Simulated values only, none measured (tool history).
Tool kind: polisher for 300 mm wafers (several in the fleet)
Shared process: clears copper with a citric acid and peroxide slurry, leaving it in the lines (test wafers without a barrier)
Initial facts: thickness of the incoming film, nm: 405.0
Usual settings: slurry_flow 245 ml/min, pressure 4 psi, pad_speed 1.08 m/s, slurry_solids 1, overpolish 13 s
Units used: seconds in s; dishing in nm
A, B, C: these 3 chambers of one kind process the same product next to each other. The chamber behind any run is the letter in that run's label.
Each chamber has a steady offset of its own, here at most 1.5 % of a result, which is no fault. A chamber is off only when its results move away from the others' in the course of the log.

run	hour	slurry_flow	pressure	pad_speed	slurry_solids	overpolish	wafers polished on this pad	hours since the slurry nozzle was cleaned	hours since the head pressure was calibrated	hours since the slurry blender was calibrated	seconds	dishing
# hour 7.9: chamber A: worn pad replaced by a new one
1A	10.2	245	4	1.08	1	13	17	297.8	1062.5	307.7	120.04	31.608
2B	18.5	245	4	1.08	1	13	554	32.8	253.7	47.4	115.51	31.935
# hour 29: chamber C: slurry blender recalibrated
3C	32.2	245	4	1.08	1	13	1005	52	427.6	3.3	113.38	31.448
4B	40.5	245	4	1.08	1	13	718	54.8	275.7	69.4	113.96	32.1
# hour 44.8: chamber B: worn pad replaced by a new one
5C	54	245	4	1.08	1	13	1167	73.8	449.4	25.1	111.61	32.345
# hour 63.2: chamber B: slurry blender recalibrated
6A	64.8	245	4	1.08	1	13	424	352.4	1117.1	362.3	114.06	31.688
7A	74.1	245	4	1.08	1	13	494	361.7	1126.4	371.6	118.78	31.116
# hour 75.4: chamber C: worn pad replaced by a new one
8B	83.3	245	4	1.08	1	13	287	97.6	318.5	20.1	112.9	32.677
9C	92.7	245	4	1.08	1	13	129	112.5	488.1	63.8	113.69	33.001
# hour 92.9: chamber A: slurry blender recalibrated
# hour 105.1: chamber A: head pressure recalibrated
10C	105.5	245	4	1.08	1	13	224	125.3	500.9	76.6	113.29	30.906
# hour 112.4: chamber A: worn pad replaced by a new one
11B	120.9	320	4	1.08	1.15	13	568	135.2	356.1	57.7	108.37	33.401
12A	136.1	320	4	1.08	1.15	13	177	423.7	31.1	43.2	108.93	32.96
13A	151.3	320	4	1.08	1.15	13	290	438.9	46.3	58.4	107.35	32.8
14B	157.9	245	4	1.08	1	13	844	172.2	393.1	94.7	112.69	32.307
# hour 161.6: chamber B: worn pad replaced by a new one
# hour 163.9: chamber B: slurry blender recalibrated
15C	168.7	245	4	1.08	1	13	696	188.5	564.1	139.8	113.44	31.371
# hour 181.7: chamber C: slurry blender recalibrated
16A	181.8	245	4	1.08	1	13	518	469.4	76.8	88.9	111.35	31.907
# hour 189.8: chamber B: head pressure recalibrated
17C	194.3	245	4	1.08	1	13	887	214.1	589.7	12.7	113.9	31.414
18B	203.7	245	4	1.08	1	13	314	218	13.9	39.8	109.8	30.534
# hour 211.1: chamber A: worn pad replaced by a new one
19A	215.6	245	4	1.08	1	13	33	503.2	110.6	122.7	116.97	31.728
20B	229.3	245	4	1.08	1.25	13	506	243.6	39.5	65.4	107.25	32.916
21C	239.7	245	4	1.08	1.25	13	1226	259.5	635.1	58.1	109.74	33.462
22A	247.5	245	4	1.08	1.25	13	271	535.1	142.5	154.6	112.08	31.946
23C	257.5	245	4	1.08	1	13	1359	277.3	652.9	75.9	115.39	31.182
# hour 259.5: chamber C: worn pad replaced by a new one
24B	264.2	245	4	1.08	1	19	766	278.5	74.4	100.3	111.85	43.186
# hour 272.4: chamber B: worn pad replaced by a new one
25B	275.8	245	4	1.08	1	19	26	290.1	86	111.9	113.21	42.642
# hour 282.5: chamber B: slurry blender recalibrated
26A	290.1	245	4	1.08	1	19	589	577.7	185.1	197.2	114.97	43.61
27C	299.4	245	4	1.08	1	13	298	319.2	694.8	117.8	112.3	32.819
# hour 306.3: chamber A: worn pad replaced by a new one
28B	307.3	245	4	1.08	1	13	261	321.6	117.5	24.9	112.94	32.22
29A	314.8	245	4	1.08	1	13	63	602.4	209.8	221.9	118.33	32.279
30C	324.2	245	4	1.08	1	13	483	344	719.6	142.6	115.31	31.339
# hour 330.7: chamber C: slurry blender recalibrated
31A	338.6	245	4	1.08	1	13	241	626.2	233.6	245.7	113.55	31.837
32C	351.1	245	4	1.08	1	13	684	370.9	746.5	20.5	112.63	31.034
33B	360.3	245	4	1.08	1	13	656	374.6	170.5	77.9	117.37	32.185
34A	369.6	245	4	1.08	1	13	472	657.2	264.6	276.7	116.33	32.431
# hour 374.8: chamber B: slurry blender recalibrated
35B	382.2	245	4	1.08	1	13	820	396.5	192.4	7.4	113.09	32.222
36C	393.2	245	4	0.72	1	13	998	413	788.6	62.6	170.38	22.732
# hour 393.4: chamber B: worn pad replaced by a new one
# hour 401.3: chamber A: worn pad replaced by a new one
37C	408.1	245	4	0.72	1	13	1109	427.9	803.5	77.5	164.12	22.959
# hour 409.6: chamber C: worn pad replaced by a new one
38B	420	245	4	0.72	1	13	199	434.3	230.2	45.2	164.41	22.289
39A	431.9	245	4	1.08	1	13	229	719.5	326.9	339	116.71	32.202
40B	443.7	245	4	1.08	1	13	375	458	253.9	68.9	112.67	31.592
41C	458.3	245	4	1.32	1	13	363	478.1	853.7	127.7	93.996	37.041
# hour 463.5: chamber A: slurry blender recalibrated
42A	466.7	245	4	1.32	1	13	488	754.3	361.7	3.2	97.075	36.959

The same settings go to every chamber for the next run, one line per chamber below. Forecast the results for each:
43A	477.7	245	4	1.08	1	13					?	?
43B	477.7	245	4	1.08	1	13					?	?
43C	477.7	245	4	1.08	1	13					?	?

run	seconds	dishing
43A	113.91	30.87
43B	116.19	32.331
43C	112.47	32.658

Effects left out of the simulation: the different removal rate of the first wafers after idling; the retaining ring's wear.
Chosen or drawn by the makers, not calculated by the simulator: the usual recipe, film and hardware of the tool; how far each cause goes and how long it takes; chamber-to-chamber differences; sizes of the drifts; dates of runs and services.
